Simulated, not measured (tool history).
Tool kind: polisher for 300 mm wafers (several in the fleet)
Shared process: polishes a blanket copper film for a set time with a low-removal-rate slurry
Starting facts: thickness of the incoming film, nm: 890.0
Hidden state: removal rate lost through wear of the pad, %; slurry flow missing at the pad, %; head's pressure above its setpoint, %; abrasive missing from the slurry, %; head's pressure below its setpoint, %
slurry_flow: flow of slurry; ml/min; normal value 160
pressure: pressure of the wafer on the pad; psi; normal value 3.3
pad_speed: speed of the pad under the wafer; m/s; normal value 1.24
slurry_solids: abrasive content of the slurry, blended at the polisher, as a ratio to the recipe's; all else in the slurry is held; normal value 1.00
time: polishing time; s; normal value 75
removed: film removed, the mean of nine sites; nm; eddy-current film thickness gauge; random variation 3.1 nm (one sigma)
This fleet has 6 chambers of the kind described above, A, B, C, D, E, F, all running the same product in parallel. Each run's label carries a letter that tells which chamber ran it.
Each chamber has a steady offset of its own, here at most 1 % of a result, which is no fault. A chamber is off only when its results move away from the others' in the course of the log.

run,hour,slurry_flow,pressure,pad_speed,slurry_solids,time,wafers polished on this pad,hours since the slurry nozzle was cleaned,hours since the head pressure was calibrated,hours since the slurry blender was calibrated,removed
1D,6.8,160,3.3,1.24,1.00,75,948,145.1,419.0,275.0,277.01
2F,17.0,160,3.3,1.24,1.00,75,776,45.2,126.9,237.0,280.96
3E,23.2,160,3.3,1.24,1.00,75,800,442.3,336.7,35.6,269.81
# hour 27.0: chamber A: slurry blender recalibrated
# hour 28.8: chamber B: worn pad replaced by a new one
4C,34.9,160,3.3,1.24,1.00,75,434,90.6,506.3,139.9,275.42
# hour 38.7: chamber E: worn pad replaced by a new one
# hour 41.4: chamber B: slurry nozzle cleaned
5B,43.6,160,3.3,1.24,1.00,75,127,2.2,443.3,413.4,280.61
# hour 44.9: chamber D: worn pad replaced by a new one
# hour 47.7: chamber A: slurry nozzle cleaned
6A,53.3,160,3.3,1.24,1.00,75,535,5.7,242.3,26.4,271.56
7C,62.9,160,3.3,1.24,1.00,75,675,118.6,534.3,167.9,274.50
# hour 66.7: chamber D: slurry blender recalibrated
8A,70.0,160,3.3,1.24,1.00,75,679,22.4,259.0,43.1,276.99
# hour 72.5: chamber D: slurry nozzle cleaned
9F,80.3,160,3.3,1.24,1.00,75,1322,108.5,190.2,300.3,275.22
# hour 83.9: chamber C: worn pad replaced by a new one
10D,88.6,160,3.3,1.24,1.00,75,377,16.1,500.8,21.9,277.41
# hour 92.4: chamber A: worn pad replaced by a new one
11E,97.0,160,3.3,1.24,1.00,75,503,516.1,410.5,109.4,283.56
# hour 99.5: chamber C: slurry blender recalibrated
# hour 103.7: chamber E: slurry blender recalibrated
# hour 105.1: chamber F: worn pad replaced by a new one
12B,109.2,160,3.3,1.24,1.00,75,693,67.8,508.9,479.0,279.15
13A,119.9,160,3.3,1.24,1.00,75,237,72.3,308.9,93.0,278.01
14D,125.5,160,3.3,1.24,1.00,75,695,53.0,537.7,58.8,273.41
# hour 131.7: chamber C: slurry nozzle cleaned
15C,136.1,160,3.3,1.24,1.00,75,450,4.4,607.5,36.7,279.83
16B,144.9,160,3.3,1.24,1.00,75,1001,103.5,544.6,514.7,269.29
# hour 145.6: chamber E: worn pad replaced by a new one
17F,157.1,160,3.3,1.24,1.20,60,449,185.3,267.0,377.1,230.79
# hour 163.8: chamber B: worn pad replaced by a new one
18E,166.4,160,3.3,1.24,1.20,60,179,585.5,479.9,62.7,230.64
# hour 168.6: chamber C: worn pad replaced by a new one
# hour 173.6: chamber B: slurry blender recalibrated
19C,175.6,160,3.3,1.24,1.20,60,60,43.9,647.0,76.2,229.46
20B,180.9,160,3.3,1.24,1.20,60,147,139.5,580.6,7.3,228.86
21A,189.3,160,3.3,1.24,1.20,60,836,141.7,378.3,162.4,242.94
# hour 193.6: chamber B: head pressure recalibrated
22E,201.3,160,3.3,1.24,1.20,60,480,620.4,514.8,97.6,234.05
# hour 207.5: chamber F: slurry blender recalibrated
# hour 210.4: chamber A: worn pad replaced by a new one
23D,212.1,160,3.3,1.24,1.00,75,1442,139.6,624.3,145.4,276.87
# hour 213.3: chamber D: worn pad replaced by a new one
24F,222.9,160,3.3,1.24,1.00,75,1016,251.1,332.8,15.4,277.28
25E,231.9,160,3.3,1.24,1.00,75,744,651.0,545.4,128.2,274.11
# hour 237.5: chamber A: slurry blender recalibrated
# hour 241.4: chamber E: slurry blender recalibrated
26B,242.9,160,3.3,1.24,1.00,75,682,201.5,49.3,69.3,279.31
27C,250.8,160,3.3,1.24,1.00,75,708,119.1,722.2,151.4,279.53
# hour 253.9: chamber C: worn pad replaced by a new one
28F,257.7,160,3.3,1.24,1.00,75,1316,285.9,367.6,50.2,276.11
29D,266.4,160,3.3,1.24,1.00,75,458,193.9,678.6,199.7,279.81
# hour 270.2: chamber E: worn pad replaced by a new one
# hour 272.1: chamber F: slurry nozzle cleaned
# hour 275.6: chamber F: worn pad replaced by a new one
30A,276.1,160,3.3,1.24,1.00,75,567,228.5,465.1,38.6,303.53
# hour 284.8: chamber E: slurry nozzle cleaned
31C,286.0,160,3.3,1.24,1.00,75,277,154.3,757.4,186.6,282.32
# hour 288.6: chamber B: worn pad replaced by a new one
32D,296.5,160,3.3,1.24,1.00,75,718,224.0,708.7,229.8,276.49
33A,306.0,160,3.3,1.24,1.00,75,824,258.4,495.0,68.5,301.95
34F,313.9,160,3.3,1.24,1.00,75,330,41.8,423.8,106.4,277.62
35E,319.8,160,3.3,1.24,1.00,75,428,35.1,633.3,78.5,276.99
36B,328.9,160,4.2,1.24,0.75,75,347,287.5,135.3,155.3,332.35

For the next run the whole fleet of 6 chambers uses the same settings. Give each chamber's results:
37A,337.8,120,3.3,1.24,1.00,75,,,,,?
37B,337.8,120,3.3,1.24,1.00,75,,,,,?
37C,337.8,120,3.3,1.24,1.00,75,,,,,?
37D,337.8,120,3.3,1.24,1.00,75,,,,,?
37E,337.8,120,3.3,1.24,1.00,75,,,,,?
37F,337.8,120,3.3,1.24,1.00,75,,,,,?

run,removed
37A,286.64
37B,263.86
37C,261.13
37D,257.48
37E,259.06
37F,262.18
